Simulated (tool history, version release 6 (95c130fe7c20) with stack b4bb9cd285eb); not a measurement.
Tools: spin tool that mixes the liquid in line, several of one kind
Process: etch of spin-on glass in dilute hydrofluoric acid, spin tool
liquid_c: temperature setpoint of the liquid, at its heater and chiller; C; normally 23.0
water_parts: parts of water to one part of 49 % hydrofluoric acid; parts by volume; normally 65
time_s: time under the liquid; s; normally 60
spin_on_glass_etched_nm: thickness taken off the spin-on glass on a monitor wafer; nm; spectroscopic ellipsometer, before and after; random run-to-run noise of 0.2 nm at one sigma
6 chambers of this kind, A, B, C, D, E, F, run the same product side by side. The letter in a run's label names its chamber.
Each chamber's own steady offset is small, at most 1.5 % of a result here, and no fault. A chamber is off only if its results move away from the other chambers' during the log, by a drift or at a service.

run,hour,liquid_c,water_parts,time_s,hours since the thermometer was replaced,hours since the hydrofluoric acid flow meter was replaced,"read-back film thickness of the spin-on glass reference wafer, read on the same gauge (nm)",spin_on_glass_etched_nm
1E,7.5,23.0,65,60,331.0,1187.2,50.065,25.634
2B,13.8,23.0,65,60,659.6,395.5,49.993,25.474
3D,22.7,23.0,65,60,1182.6,254.6,50.008,25.363
4F,28.8,23.0,65,60,2919.6,2027.3,49.990,25.140
5C,34.6,23.0,65,60,323.0,1720.7,50.009,25.431
6A,39.1,23.0,65,60,1996.5,1009.6,50.001,25.574
7C,48.6,23.0,65,60,337.0,1734.7,49.980,25.868
8F,56.0,23.0,65,60,2946.8,2054.5,50.009,25.676
9B,61.0,21.5,65,60,706.8,442.7,49.972,24.302
10A,66.0,21.5,65,60,2023.4,1036.5,50.029,24.247
11E,74.1,21.5,65,60,397.6,1253.8,49.979,24.028
# hour 79.4: chamber F: hydrofluoric acid flow meter replaced
12D,80.2,21.5,65,60,1240.1,312.1,49.965,24.565
13D,88.7,21.5,65,60,1248.6,320.6,50.025,24.293
14F,97.4,21.5,65,60,2988.2,18.0,50.017,24.066
15C,105.4,23.0,65,60,393.8,1791.5,49.970,25.216
16E,113.4,23.0,65,60,436.9,1293.1,49.995,25.944
17B,119.1,23.0,65,60,764.9,500.8,50.016,25.528
18A,123.6,23.0,65,60,2081.0,1094.1,49.952,25.532
19B,128.6,23.0,65,60,774.4,510.3,49.990,26.098
# hour 134.4: chamber F: thermometer replaced
20C,135.8,23.0,65,60,424.2,1821.9,50.026,25.449
21D,145.5,23.0,45,60,1305.4,377.4,50.031,38.871
22E,154.5,23.0,45,60,478.0,1334.2,49.986,38.609
23A,163.9,23.0,45,60,2121.3,1134.4,50.046,37.882
24F,170.7,23.0,45,60,36.3,91.3,50.017,38.053
25C,175.9,23.0,45,60,464.3,1862.0,49.981,37.495
26F,184.5,23.0,45,60,50.1,105.1,49.983,37.635
# hour 187.7: chamber A: hydrofluoric acid flow meter replaced
27E,191.9,23.0,65,60,515.4,1371.6,49.935,25.326
28A,198.3,23.0,65,60,2155.7,10.6,50.037,25.246
29D,207.2,23.0,85,40,1367.1,439.1,49.981,13.355
30B,212.3,23.0,85,40,858.1,594.0,49.983,12.831
31A,219.8,23.0,85,40,2177.2,32.1,50.002,12.432
32E,228.1,23.0,85,40,551.6,1407.8,50.036,12.620
33C,234.3,23.0,85,40,522.7,1920.4,50.025,12.805
34D,241.2,23.0,85,40,1401.1,473.1,49.981,13.637
35F,245.7,23.0,65,60,111.3,166.3,50.024,25.812
36B,253.7,23.0,65,60,899.5,635.4,49.995,25.686
37B,263.3,23.0,65,60,909.1,645.0,50.029,25.733
38F,271.0,23.0,65,60,136.6,191.6,49.999,25.768
39C,279.0,23.0,65,60,567.4,1965.1,50.035,25.595
40D,286.8,23.0,65,30,1446.7,518.7,50.019,13.802
# hour 293.1: chamber A: thermometer replaced
41A,293.7,23.0,65,30,0.6,106.0,49.994,12.645
42E,300.8,23.0,65,30,624.3,1480.5,50.012,12.734
43A,310.1,23.0,65,30,17.0,122.4,49.993,12.812

Which is it: a chamber that has drifted or been left off by a service, a gauge drift common to all chambers, or only each chamber's usual small offset? If a chamber is off, name it and its likeliest cause.

Chamber D drifts away from the others.
Most likely cause: hydrofluoric acid flow above the setpoint (%) = 8.57.
The log may not separate it from: liquid hotter than its thermometer reads (K).

Which of the 4 candidates below, each the usual settings with something changed and its results left as question marks, puts chamber D back in line with what the other chambers give on the usual settings?
Allowed miss from the other chambers' usual-settings mean, per result, to count as in line: spin_on_glass_etched_nm 0.720 nm
44D-1,317.4,23.0,65,65,,,,?
44D-2,317.4,23.0,65,55,,,,?
44D-3,317.4,23.5,65,60,,,,?
44D-4,317.4,22.5,65,60,,,,?

The mean the other chambers reach with the usual settings: spin_on_glass_etched_nm 25.709 nm
run,spin_on_glass_etched_nm
44D-1,30.005
44D-2,25.389
44D-3,28.273
44D-4,27.142
The answer is 44D-2, which returns the chamber to within the allowed miss of the others.
